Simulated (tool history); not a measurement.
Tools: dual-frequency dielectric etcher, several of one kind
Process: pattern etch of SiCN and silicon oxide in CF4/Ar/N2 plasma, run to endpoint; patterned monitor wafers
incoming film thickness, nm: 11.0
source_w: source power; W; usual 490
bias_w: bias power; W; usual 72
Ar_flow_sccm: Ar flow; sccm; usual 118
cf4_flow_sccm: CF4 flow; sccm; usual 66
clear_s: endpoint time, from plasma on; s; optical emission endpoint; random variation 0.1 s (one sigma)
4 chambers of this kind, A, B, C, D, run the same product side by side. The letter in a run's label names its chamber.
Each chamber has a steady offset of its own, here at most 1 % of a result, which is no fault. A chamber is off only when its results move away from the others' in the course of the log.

{"run": "1B", "hour": 6.6, "source_w": 490, "bias_w": 72, "Ar_flow_sccm": 118, "cf4_flow_sccm": 66, "clear_s": 12.193}
{"run": "2C", "hour": 21.3, "source_w": 490, "bias_w": 72, "Ar_flow_sccm": 118, "cf4_flow_sccm": 66, "clear_s": 12.268}
{"run": "3D", "hour": 33.1, "source_w": 490, "bias_w": 72, "Ar_flow_sccm": 118, "cf4_flow_sccm": 66, "clear_s": 12.191}
{"run": "4A", "hour": 46.2, "source_w": 490, "bias_w": 72, "Ar_flow_sccm": 118, "cf4_flow_sccm": 66, "clear_s": 12.266}
{"run": "5C", "hour": 58.2, "source_w": 490, "bias_w": 72, "Ar_flow_sccm": 118, "cf4_flow_sccm": 66, "clear_s": 12.236}
{"run": "6D", "hour": 71.2, "source_w": 490, "bias_w": 72, "Ar_flow_sccm": 118, "cf4_flow_sccm": 66, "clear_s": 12.159}
{"run": "7B", "hour": 82.7, "source_w": 380, "bias_w": 61, "Ar_flow_sccm": 118, "cf4_flow_sccm": 66, "clear_s": 16.129}
{"run": "8A", "hour": 90.1, "source_w": 380, "bias_w": 61, "Ar_flow_sccm": 118, "cf4_flow_sccm": 66, "clear_s": 16.26}
{"run": "9C", "hour": 98.3, "source_w": 380, "bias_w": 61, "Ar_flow_sccm": 118, "cf4_flow_sccm": 66, "clear_s": 16.449}
{"run": "10A", "hour": 109.8, "source_w": 380, "bias_w": 61, "Ar_flow_sccm": 118, "cf4_flow_sccm": 66, "clear_s": 16.323}
{"run": "11D", "hour": 117.8, "source_w": 490, "bias_w": 72, "Ar_flow_sccm": 118, "cf4_flow_sccm": 66, "clear_s": 12.204}
{"run": "12B", "hour": 125.8, "source_w": 490, "bias_w": 72, "Ar_flow_sccm": 118, "cf4_flow_sccm": 66, "clear_s": 12.2}
{"hour": 135.3, "done": "chamber C: wet clean of the chamber"}
{"run": "13A", "hour": 135.5, "source_w": 490, "bias_w": 66, "Ar_flow_sccm": 106, "cf4_flow_sccm": 66, "clear_s": 12.45}
{"run": "14B", "hour": 147.6, "source_w": 490, "bias_w": 66, "Ar_flow_sccm": 106, "cf4_flow_sccm": 66, "clear_s": 12.299}
{"run": "15C", "hour": 161.3, "source_w": 490, "bias_w": 66, "Ar_flow_sccm": 106, "cf4_flow_sccm": 66, "clear_s": 12.558}
{"run": "16D", "hour": 171.6, "source_w": 490, "bias_w": 66, "Ar_flow_sccm": 106, "cf4_flow_sccm": 66, "clear_s": 12.693}
{"run": "17C", "hour": 178.2, "source_w": 410, "bias_w": 55, "Ar_flow_sccm": 118, "cf4_flow_sccm": 66, "clear_s": 15.807}
{"run": "18A", "hour": 186.2, "source_w": 410, "bias_w": 55, "Ar_flow_sccm": 118, "cf4_flow_sccm": 66, "clear_s": 15.761}
{"hour": 187.6, "done": "chamber A: wet clean of the chamber"}
{"run": "19D", "hour": 196.9, "source_w": 410, "bias_w": 55, "Ar_flow_sccm": 118, "cf4_flow_sccm": 66, "clear_s": 15.737}
{"run": "20B", "hour": 211.6, "source_w": 410, "bias_w": 55, "Ar_flow_sccm": 118, "cf4_flow_sccm": 66, "clear_s": 15.761}
{"run": "21D", "hour": 220.9, "source_w": 490, "bias_w": 72, "Ar_flow_sccm": 118, "cf4_flow_sccm": 66, "clear_s": 12.368}
{"run": "22B", "hour": 228.2, "source_w": 490, "bias_w": 72, "Ar_flow_sccm": 118, "cf4_flow_sccm": 66, "clear_s": 12.195}
{"run": "23A", "hour": 237.8, "source_w": 490, "bias_w": 72, "Ar_flow_sccm": 118, "cf4_flow_sccm": 66, "clear_s": 12.298}
{"run": "24C", "hour": 244.8, "source_w": 490, "bias_w": 55, "Ar_flow_sccm": 118, "cf4_flow_sccm": 66, "clear_s": 13.333}
{"run": "25D", "hour": 256.7, "source_w": 490, "bias_w": 55, "Ar_flow_sccm": 118, "cf4_flow_sccm": 66, "clear_s": 13.686}
{"run": "26B", "hour": 269.4, "source_w": 490, "bias_w": 55, "Ar_flow_sccm": 118, "cf4_flow_sccm": 66, "clear_s": 13.394}
{"run": "27C", "hour": 278.5, "source_w": 490, "bias_w": 55, "Ar_flow_sccm": 118, "cf4_flow_sccm": 66, "clear_s": 13.492}
{"run": "28A", "hour": 292.3, "source_w": 490, "bias_w": 72, "Ar_flow_sccm": 118, "cf4_flow_sccm": 66, "clear_s": 12.331}
{"run": "29A", "hour": 299.4, "source_w": 490, "bias_w": 72, "Ar_flow_sccm": 118, "cf4_flow_sccm": 80, "clear_s": 11.822}
{"run": "30C", "hour": 311.2, "source_w": 490, "bias_w": 72, "Ar_flow_sccm": 118, "cf4_flow_sccm": 80, "clear_s": 11.811}
{"run": "31B", "hour": 319.8, "source_w": 490, "bias_w": 72, "Ar_flow_sccm": 118, "cf4_flow_sccm": 80, "clear_s": 11.746}
{"run": "32D", "hour": 330.8, "source_w": 490, "bias_w": 72, "Ar_flow_sccm": 118, "cf4_flow_sccm": 80, "clear_s": 12.405}
{"hour": 336.8, "done": "chamber D: wet clean of the chamber"}
{"run": "33C", "hour": 338.3, "source_w": 490, "bias_w": 72, "Ar_flow_sccm": 118, "cf4_flow_sccm": 66, "clear_s": 12.3}
{"run": "34A", "hour": 347.3, "source_w": 490, "bias_w": 72, "Ar_flow_sccm": 118, "cf4_flow_sccm": 66, "clear_s": 12.441}
{"run": "35D", "hour": 359.4, "source_w": 490, "bias_w": 72, "Ar_flow_sccm": 118, "cf4_flow_sccm": 66, "clear_s": 12.62}
{"run": "36B", "hour": 367.3, "source_w": 490, "bias_w": 72, "Ar_flow_sccm": 118, "cf4_flow_sccm": 66, "clear_s": 12.289}
{"run": "37D", "hour": 376.0, "source_w": 490, "bias_w": 72, "Ar_flow_sccm": 118, "cf4_flow_sccm": 66, "clear_s": 12.754}
{"run": "38A", "hour": 384.5, "source_w": 490, "bias_w": 72, "Ar_flow_sccm": 118, "cf4_flow_sccm": 66, "clear_s": 12.177}
{"run": "39B", "hour": 394.9, "source_w": 490, "bias_w": 72, "Ar_flow_sccm": 118, "cf4_flow_sccm": 66, "clear_s": 12.319}
{"run": "40C", "hour": 407.8, "source_w": 490, "bias_w": 72, "Ar_flow_sccm": 118, "cf4_flow_sccm": 66, "clear_s": 12.421}
{"run": "41D", "hour": 415.7, "source_w": 490, "bias_w": 72, "Ar_flow_sccm": 118, "cf4_flow_sccm": 66, "clear_s": 12.76}
{"run": "42A", "hour": 428.8, "source_w": 490, "bias_w": 72, "Ar_flow_sccm": 132, "cf4_flow_sccm": 55, "clear_s": 12.817}
{"run": "43C", "hour": 436.3, "source_w": 490, "bias_w": 72, "Ar_flow_sccm": 132, "cf4_flow_sccm": 55, "clear_s": 12.798}

Is one chamber off against the others, does the gauge drift, or is nothing wrong? If a chamber is off, say which, and what the likeliest cause is.

Chamber D drifts away from the others.
Cause: source power that arrives under what is set, % = 5.19.

Here are 4 candidates for chamber D's next run, each the usual settings with a change, their results left as question marks. Which one brings its results back in line with what the others give on the usual settings?
In line means no further than this from the other chambers' mean on the usual settings: clear_s 0.360 s
{"run": "44D-1", "hour": 447.0, "source_w": 490, "bias_w": 62, "Ar_flow_sccm": 118, "cf4_flow_sccm": 66, "clear_s": "?"}
{"run": "44D-2", "hour": 447.0, "source_w": 530, "bias_w": 75, "Ar_flow_sccm": 116, "cf4_flow_sccm": 67, "clear_s": "?"}
{"run": "44D-3", "hour": 447.0, "source_w": 440, "bias_w": 72, "Ar_flow_sccm": 118, "cf4_flow_sccm": 66, "clear_s": "?"}
{"run": "44D-4", "hour": 447.0, "source_w": 510, "bias_w": 73, "Ar_flow_sccm": 117, "cf4_flow_sccm": 67, "clear_s": "?"}

The other chambers' mean on the usual settings: clear_s 12.252 s
run=44D-1 clear_s=13.512
run=44D-2 clear_s=11.738
run=44D-3 clear_s=14.122
run=44D-4 clear_s=12.278
44D-4 brings the chamber back in line.
